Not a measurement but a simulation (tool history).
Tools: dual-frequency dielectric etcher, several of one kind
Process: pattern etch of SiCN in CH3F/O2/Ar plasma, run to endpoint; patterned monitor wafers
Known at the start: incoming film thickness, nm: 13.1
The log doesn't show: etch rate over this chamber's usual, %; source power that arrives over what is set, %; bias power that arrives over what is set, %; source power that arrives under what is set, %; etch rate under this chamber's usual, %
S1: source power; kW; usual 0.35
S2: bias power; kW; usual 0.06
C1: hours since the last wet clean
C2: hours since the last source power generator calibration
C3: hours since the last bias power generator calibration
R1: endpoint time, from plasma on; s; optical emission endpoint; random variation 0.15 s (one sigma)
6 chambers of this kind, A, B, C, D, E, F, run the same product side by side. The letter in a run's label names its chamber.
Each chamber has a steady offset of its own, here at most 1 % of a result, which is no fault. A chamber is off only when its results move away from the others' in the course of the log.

run   hour    S1     S2     C1      C2      C3      R1
 1B   10.1  0.35   0.06  278.8   691.7   271.7  38.851
 2D   18.5  0.35   0.06  223.7   600.2   240.7  39.055
      24.2  -- chamber A: wet clean of the chamber
      26.4  -- chamber F: wet clean of the chamber
 3C   30.6  0.35   0.06  265.3   752.4  1138.7  39.212
        42  -- chamber A: source power generator calibrated
 4E   43.8  0.35   0.06    291  1019.3   146.1  38.786
 5A   51.4  0.27  0.073   27.2     9.4   450.4   40.48
 6F   58.6  0.27  0.073   32.2  2585.3   993.7  40.517
 7A   71.5  0.27  0.073   47.3    29.5   470.5  40.662
 8E   83.2  0.27  0.073  330.4  1058.7   185.5  40.282
 9C   96.1  0.27  0.073  330.8   817.9  1204.2  40.184
10F  108.4  0.27  0.073     82  2635.1  1043.5  40.312
11D  116.3  0.35   0.06  321.5     698   338.5  39.012
12B  129.1  0.35   0.06  397.8   810.7   390.7  39.039
     134.9  -- chamber E: wet clean of the chamber
13D  136.4  0.35   0.06  341.6   718.1   358.6  39.158
14F  145.9  0.35   0.06  119.5  2672.6    1081  39.454
15B  156.3  0.35   0.06    425   837.9   417.9  38.381
16C  166.1  0.35   0.06  400.8   887.9  1274.2  39.092
17A  176.2  0.35   0.06    152   134.2   575.2   39.24
     186.3  -- chamber D: wet clean of the chamber
18E  187.1  0.35   0.06   52.2  1162.6   289.4  38.881
19A    194  0.35   0.06  169.8     152     593  39.259
20B  204.9  0.35   0.06  473.6   886.5   466.5  38.746
21D  213.1  0.35   0.06   26.9   794.8   435.3  39.188
22E    223  0.35   0.06   88.1  1198.5   325.3  38.904
23F  231.2  0.31   0.06  204.8  2757.9  1166.3  41.057
     233.5  -- chamber B: wet clean of the chamber
24C  243.5  0.31   0.06  478.2   965.3  1351.6  40.381
25D  255.4  0.31   0.06   69.2   837.1   477.6  41.279
26E    264  0.31   0.06  129.1  1239.5   366.3  40.605
27B  274.8  0.31   0.06   41.3   956.4   536.4  40.614
28F    284  0.31   0.06  257.6  2810.7  1219.1  41.402
29C  296.3  0.35   0.06    531  1018.1  1404.4  38.422
30A  303.4  0.43  0.048  279.2   261.4   702.4  39.056
31B  309.6  0.43  0.048   76.1   991.2   571.2  38.578
32C  316.5  0.43  0.048  551.2  1038.3  1424.6  38.223
33D    328  0.43  0.048  141.8   909.7   550.2  39.014
34E  340.5  0.43  0.048  205.6    1316   442.8  38.749
35A  350.7  0.43  0.048  326.5   308.7   749.7  39.048
36F  359.8  0.35   0.06  333.4  2886.5  1294.9  39.256
37D  367.5  0.35   0.06  181.3   949.2   589.7  39.116

Is one chamber off against the others, does the gauge drift, or is nothing wrong? If a chamber is off, say which, and what the likeliest cause is.

Chamber C drifts away from the others.
Cause: etch rate over this chamber's usual, % = 3.32.

Here are 4 candidates for chamber C's next run, each the usual settings with a change, their results left as question marks. Which one brings its results back in line with what the others give on the usual settings?
In line means no further than this from the other chambers' mean on the usual settings: R1 0.51 s
38C-1  376.9  0.36  0.062               ?
38C-2  376.9  0.33   0.06               ?
38C-3  376.9  0.35  0.051               ?
38C-4  376.9  0.38  0.064               ?

The other chambers' mean on the usual settings: R1 39.151 s
  run      R1
38C-1  37.244
38C-2  38.923
38C-3  40.214
38C-4  36.094
38C-2 brings the chamber back in line.
